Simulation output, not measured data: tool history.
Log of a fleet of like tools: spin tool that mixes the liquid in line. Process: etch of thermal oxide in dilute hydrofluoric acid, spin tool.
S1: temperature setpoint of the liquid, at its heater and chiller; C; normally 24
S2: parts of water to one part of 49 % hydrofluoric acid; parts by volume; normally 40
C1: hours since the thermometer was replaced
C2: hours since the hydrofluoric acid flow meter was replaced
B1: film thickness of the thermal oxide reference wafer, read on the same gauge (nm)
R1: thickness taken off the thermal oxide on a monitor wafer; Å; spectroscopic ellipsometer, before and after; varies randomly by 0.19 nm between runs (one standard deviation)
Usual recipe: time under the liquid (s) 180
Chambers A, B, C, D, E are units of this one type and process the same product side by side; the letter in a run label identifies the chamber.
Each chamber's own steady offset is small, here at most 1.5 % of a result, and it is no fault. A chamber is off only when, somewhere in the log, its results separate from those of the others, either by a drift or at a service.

Run 1D, hour 4.9: usual settings; C1 209.9; C2 77.7; B1 70. Result: R1 225.35 Å.
Run 2C, hour 13.5: usual settings; C1 755.8; C2 722.6; B1 69.999. Result: R1 225.74 Å.
Run 3A, hour 24.6: usual settings; C1 359.9; C2 795.1; B1 69.987. Result: R1 225.08 Å.
Run 4B, hour 30.8: usual settings; C1 1641.2; C2 704.4; B1 70.017. Result: R1 227.79 Å.
Run 5E, hour 38.5: usual settings; C1 407.2; C2 1196.4; B1 69.988. Result: R1 224.93 Å.
Run 6B, hour 43.5: usual settings but S1 28 C; C1 1653.9; C2 717.1; B1 69.99. Result: R1 267.79 Å.
Run 7E, hour 51.7: usual settings but S1 28 C; C1 420.4; C2 1209.6; B1 70.002. Result: R1 270.63 Å.
Run 8C, hour 62.1: usual settings but S1 28 C; C1 804.4; C2 771.2; B1 69.989. Result: R1 259.6 Å.
Run 9D, hour 68.4: usual settings but S1 28 C; C1 273.4; C2 141.2; B1 70.023. Result: R1 267.02 Å.
Run 10A, hour 75.6: usual settings but S1 28 C; C1 410.9; C2 846.1; B1 70.002. Result: R1 270.81 Å.
Run 11E, hour 83.9: usual settings; C1 452.6; C2 1241.8; B1 70.018. Result: R1 228.43 Å.
Run 12B, hour 93: usual settings; C1 1703.4; C2 766.6; B1 69.989. Result: R1 222.29 Å.
Run 13D, hour 99.7: usual settings; C1 304.7; C2 172.5; B1 70.009. Result: R1 228.53 Å.
Run 14A, hour 105: usual settings but S2 55 parts by volume; C1 440.3; C2 875.5; B1 69.975. Result: R1 163.37 Å.
Run 15C, hour 112.2: usual settings but S2 55 parts by volume; C1 854.5; C2 821.3; B1 69.993. Result: R1 159.77 Å.
Run 16E, hour 120.4: usual settings but S2 55 parts by volume; C1 489.1; C2 1278.3; B1 70.011. Result: R1 162.69 Å.
Run 17A, hour 130.1: usual settings but S2 55 parts by volume; C1 465.4; C2 900.6; B1 70.021. Result: R1 162.99 Å.
Run 18B, hour 135.8: usual settings but S2 55 parts by volume; C1 1746.2; C2 809.4; B1 69.995. Result: R1 160.03 Å.
Run 19D, hour 141.5: usual settings; C1 346.5; C2 214.3; B1 69.993. Result: R1 225.62 Å.
Run 20C, hour 149.5: usual settings but time under the liquid (s) 120; C1 891.8; C2 858.6; B1 69.993. Result: R1 151.06 Å.
Run 21E, hour 157.1: usual settings but time under the liquid (s) 120; C1 525.8; C2 1315; B1 70.018. Result: R1 151.62 Å.
Run 22B, hour 165.6: usual settings but time under the liquid (s) 120; C1 1776; C2 839.2; B1 69.999. Result: R1 150.02 Å.
Run 23A, hour 173.9: usual settings but time under the liquid (s) 120; C1 509.2; C2 944.4; B1 70. Result: R1 158.52 Å.
Run 24C, hour 183.3: usual settings but time under the liquid (s) 120; C1 925.6; C2 892.4; B1 70.008. Result: R1 148.54 Å.
Run 25D, hour 190.4: usual settings; C1 395.4; C2 263.2; B1 69.995. Result: R1 226.38 Å.
Run 26E, hour 200.4: usual settings; C1 569.1; C2 1358.3; B1 69.994. Result: R1 226.33 Å.
Run 27C, hour 209.5: usual settings; C1 951.8; C2 918.6; B1 70.023. Result: R1 220.8 Å.
Run 28B, hour 218.9: usual settings; C1 1829.3; C2 892.5; B1 69.998. Result: R1 220.14 Å.
Run 29D, hour 227.7: usual settings; C1 432.7; C2 300.5; B1 70.001. Result: R1 227.83 Å.
Run 30A, hour 238.6: usual settings but S2 45 parts by volume, time under the liquid (s) 110; C1 573.9; C2 1009.1; B1 69.99. Result: R1 132.03 Å.

Is one chamber out of step, is the gauge drifting, or do the chambers differ by no more than their own small offsets? For an off chamber, give its letter and the likeliest cause.

One chamber, A, drifts off from the rest bit by bit.
Cause: liquid hotter than its thermometer reads (K) = 2.09.
It could be hard to tell apart here from: hydrofluoric acid flow above the setpoint (%).

Here are 4 candidates for chamber A's next run, each the usual settings with a change, their results left as question marks. Which one brings its results back in line with what the others give on the usual settings?
In-line tolerance around the mean of the other chambers on the usual settings: R1 6.7 Å
Run 31A-1, hour 246.6: usual settings but time under the liquid (s) 195. Result: R1 ?.
Run 31A-2, hour 246.6: usual settings but time under the liquid (s) 210. Result: R1 ?.
Run 31A-3, hour 246.6: usual settings but S1 20.5 C. Result: R1 ?.
Run 31A-4, hour 246.6: usual settings but time under the liquid (s) 165. Result: R1 ?.

What the other chambers average on the usual settings: R1 224.59 Å
  run      R1
31A-1  266.35
31A-2  286.84
31A-3   212.8
31A-4  225.37
31A-4 puts the chamber back in line with the other chambers.
